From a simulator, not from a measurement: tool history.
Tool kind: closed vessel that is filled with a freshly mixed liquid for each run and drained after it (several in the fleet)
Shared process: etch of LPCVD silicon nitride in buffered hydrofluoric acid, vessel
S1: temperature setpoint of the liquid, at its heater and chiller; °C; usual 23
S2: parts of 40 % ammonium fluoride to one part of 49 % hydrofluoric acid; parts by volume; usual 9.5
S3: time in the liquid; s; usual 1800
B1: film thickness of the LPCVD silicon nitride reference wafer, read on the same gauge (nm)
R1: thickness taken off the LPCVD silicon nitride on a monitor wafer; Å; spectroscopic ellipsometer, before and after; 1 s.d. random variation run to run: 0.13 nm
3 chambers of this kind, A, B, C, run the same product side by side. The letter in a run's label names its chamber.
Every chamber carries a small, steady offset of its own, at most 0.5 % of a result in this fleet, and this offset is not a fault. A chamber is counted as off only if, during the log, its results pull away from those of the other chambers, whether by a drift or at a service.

run   hour  S1   S2    S3      B1      R1
 1C    3.7  23  9.5  1800  130.03   214.9
 2B    7.5  23  9.5  1800  129.99  214.22
 3A   11.1  23  9.5  1800     130   214.3
 4C   15.5  23  9.5  1800     130  215.14
 5A   19.5  23  9.5  1800     130  212.67
 6B   24.9  23  9.5  1800     130  214.75
 7C   28.5  23  9.5  1800  130.01  215.27
 8A   36.6  23  9.5  1800     130  214.22
 9B   44.5  23  9.5  1800  130.03  216.51
10B   49.8  23  9.5  1800  130.01  213.97
11A   54.2  23  9.5  1800  129.98  212.77
12C   59.4  23  9.5  1800  130.02   214.7
13A   64.1  23  9.5  1800  130.02  216.06
14C   68.5  23  9.5  1800  130.01  215.42
15B   74.2  23  9.5  1800  129.97  209.63
16C   81.1  23  9.5  1800     130  215.45
17A   85.2  23  9.5  1800  129.99  214.08
18B   90.3  23  9.5  1800  130.02   207.1
19A   97.6  23    8  2440     130  339.97
20B  102.9  23    8  2440  130.02  323.31
21C  106.8  23    8  2440  129.97  344.37
22A  112.1  23  9.5  1800  129.99  215.81

Each of the 3 chambers runs these same settings next. Fill in every chamber's results:
23A  117.9  23  9.5  1800       ?
23B  117.9  23  9.5  1800       ?
23C  117.9  23  9.5  1800       ?

run      R1
23A  217.09
23B  201.56
23C  215.17

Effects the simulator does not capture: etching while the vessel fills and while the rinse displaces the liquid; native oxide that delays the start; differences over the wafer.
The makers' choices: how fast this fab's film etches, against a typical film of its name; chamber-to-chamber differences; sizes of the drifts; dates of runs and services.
